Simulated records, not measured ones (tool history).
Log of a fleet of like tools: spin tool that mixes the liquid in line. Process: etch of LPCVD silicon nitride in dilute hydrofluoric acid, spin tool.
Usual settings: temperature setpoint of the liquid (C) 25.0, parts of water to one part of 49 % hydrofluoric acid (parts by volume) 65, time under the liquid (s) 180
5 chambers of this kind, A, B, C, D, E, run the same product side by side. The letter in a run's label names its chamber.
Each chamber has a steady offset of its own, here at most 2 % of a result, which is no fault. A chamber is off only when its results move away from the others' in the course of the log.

| run | hour | temperature setpoint of the liquid (C) | parts of water to one part of 49 % hydrofluoric acid (parts by volume) | time under the liquid (s) | read-back film thickness of the LPCVD silicon nitride reference wafer, read on the same gauge (nm) | thickness taken off the LPCVD silicon nitride on a monitor wafer (Å) |
|---|---|---|---|---|---|---|
| 1D | 4.2 | 25.0 | 65 | 180 | 150.01 | 14.052 |
|  | 5.1 | chamber D: thermometer replaced |
| 2C | 9.1 | 25.0 | 65 | 180 | 149.99 | 14.258 |
| 3A | 12.9 | 25.0 | 65 | 180 | 149.99 | 14.024 |
| 4B | 19.7 | 25.0 | 65 | 180 | 149.98 | 14.266 |
| 5E | 25.5 | 25.0 | 65 | 180 | 149.95 | 13.664 |
| 6D | 30.7 | 25.0 | 65 | 180 | 150.01 | 13.434 |
| 7E | 34.3 | 25.0 | 65 | 180 | 150.01 | 13.452 |
| 8B | 39.4 | 25.0 | 65 | 180 | 150.02 | 14.217 |
| 9A | 46.3 | 25.0 | 65 | 180 | 149.99 | 14.239 |
| 10C | 50.4 | 25.0 | 65 | 180 | 150.00 | 14.118 |
| 11A | 56.0 | 25.0 | 65 | 180 | 150.01 | 13.676 |
| 12C | 59.5 | 25.0 | 65 | 180 | 150.00 | 14.294 |
| 13E | 64.2 | 25.0 | 65 | 180 | 149.98 | 13.891 |
| 14D | 69.0 | 25.0 | 75 | 180 | 150.00 | 11.521 |
| 15B | 75.9 | 25.0 | 75 | 180 | 149.96 | 12.128 |
| 16A | 81.7 | 25.0 | 75 | 180 | 150.01 | 12.348 |
| 17B | 86.1 | 25.0 | 75 | 180 | 149.98 | 12.337 |
| 18E | 89.3 | 25.0 | 75 | 180 | 150.02 | 12.288 |
| 19D | 93.2 | 25.0 | 65 | 180 | 149.99 | 13.924 |
| 20C | 100.1 | 25.0 | 65 | 180 | 150.00 | 13.868 |
| 21C | 103.7 | 25.0 | 65 | 180 | 150.02 | 13.954 |
| 22E | 106.9 | 25.0 | 65 | 180 | 149.99 | 13.900 |
| 23D | 113.1 | 25.0 | 65 | 180 | 150.00 | 13.755 |
| 24A | 119.7 | 25.0 | 65 | 180 | 149.97 | 14.628 |
| 25B | 125.7 | 25.0 | 65 | 180 | 149.99 | 13.649 |
| 26A | 132.2 | 25.0 | 65 | 180 | 150.00 | 14.587 |
| 27C | 138.4 | 25.0 | 65 | 180 | 150.01 | 14.043 |
| 28E | 141.7 | 25.0 | 65 | 180 | 150.00 | 13.763 |
| 29B | 147.3 | 25.0 | 65 | 180 | 150.00 | 14.281 |
| 30D | 153.8 | 25.0 | 65 | 180 | 150.01 | 13.752 |
| 31A | 157.9 | 25.0 | 65 | 180 | 150.03 | 14.940 |
| 32E | 162.7 | 25.0 | 65 | 180 | 150.02 | 13.768 |
| 33D | 169.3 | 25.0 | 65 | 180 | 150.00 | 14.133 |
| 34B | 175.0 | 28.5 | 65 | 250 | 150.02 | 24.536 |
| 35C | 181.6 | 28.5 | 65 | 250 | 150.00 | 24.385 |
| 36B | 184.7 | 28.5 | 65 | 250 | 150.00 | 23.883 |
| 37A | 190.2 | 28.5 | 65 | 250 | 149.99 | 26.276 |
| 38E | 196.7 | 28.5 | 65 | 250 | 150.02 | 23.771 |
| 39D | 201.7 | 25.0 | 65 | 180 | 150.03 | 13.973 |
| 40C | 206.7 | 25.0 | 65 | 180 | 150.00 | 14.218 |

Is one chamber off against the others, does the gauge drift, or is nothing wrong? If a chamber is off, say which, and what the likeliest cause is.

Chamber A drifts away from the others.
Cause: hydrofluoric acid flow above the setpoint (%) = 10.7.
The log may not tell that from: liquid hotter than its thermometer reads (K).

Here are 4 candidates for chamber A's next run, each the usual settings with a change, their results left as question marks. Which one brings its results back in line with what the others give on the usual settings?
In line means no further than this from the other chambers' mean on the usual settings: thickness taken off the LPCVD silicon nitride on a monitor wafer (Å) 0.790
| 41A-1 | 211.8 | 25.5 | 60 | 200 |  | ? |
| 41A-2 | 211.8 | 24.5 | 65 | 165 |  | ? |
| 41A-3 | 211.8 | 25.0 | 65 | 145 |  | ? |
| 41A-4 | 211.8 | 25.5 | 65 | 195 |  | ? |

The other chambers' mean on the usual settings: thickness taken off the LPCVD silicon nitride on a monitor wafer (Å) 13.936
| run | thickness taken off the LPCVD silicon nitride on a monitor wafer (Å) |
|---|---|
| 41A-1 | 19.650 |
| 41A-2 | 14.011 |
| 41A-3 | 12.723 |
| 41A-4 | 17.689 |
41A-2 brings the chamber back in line.

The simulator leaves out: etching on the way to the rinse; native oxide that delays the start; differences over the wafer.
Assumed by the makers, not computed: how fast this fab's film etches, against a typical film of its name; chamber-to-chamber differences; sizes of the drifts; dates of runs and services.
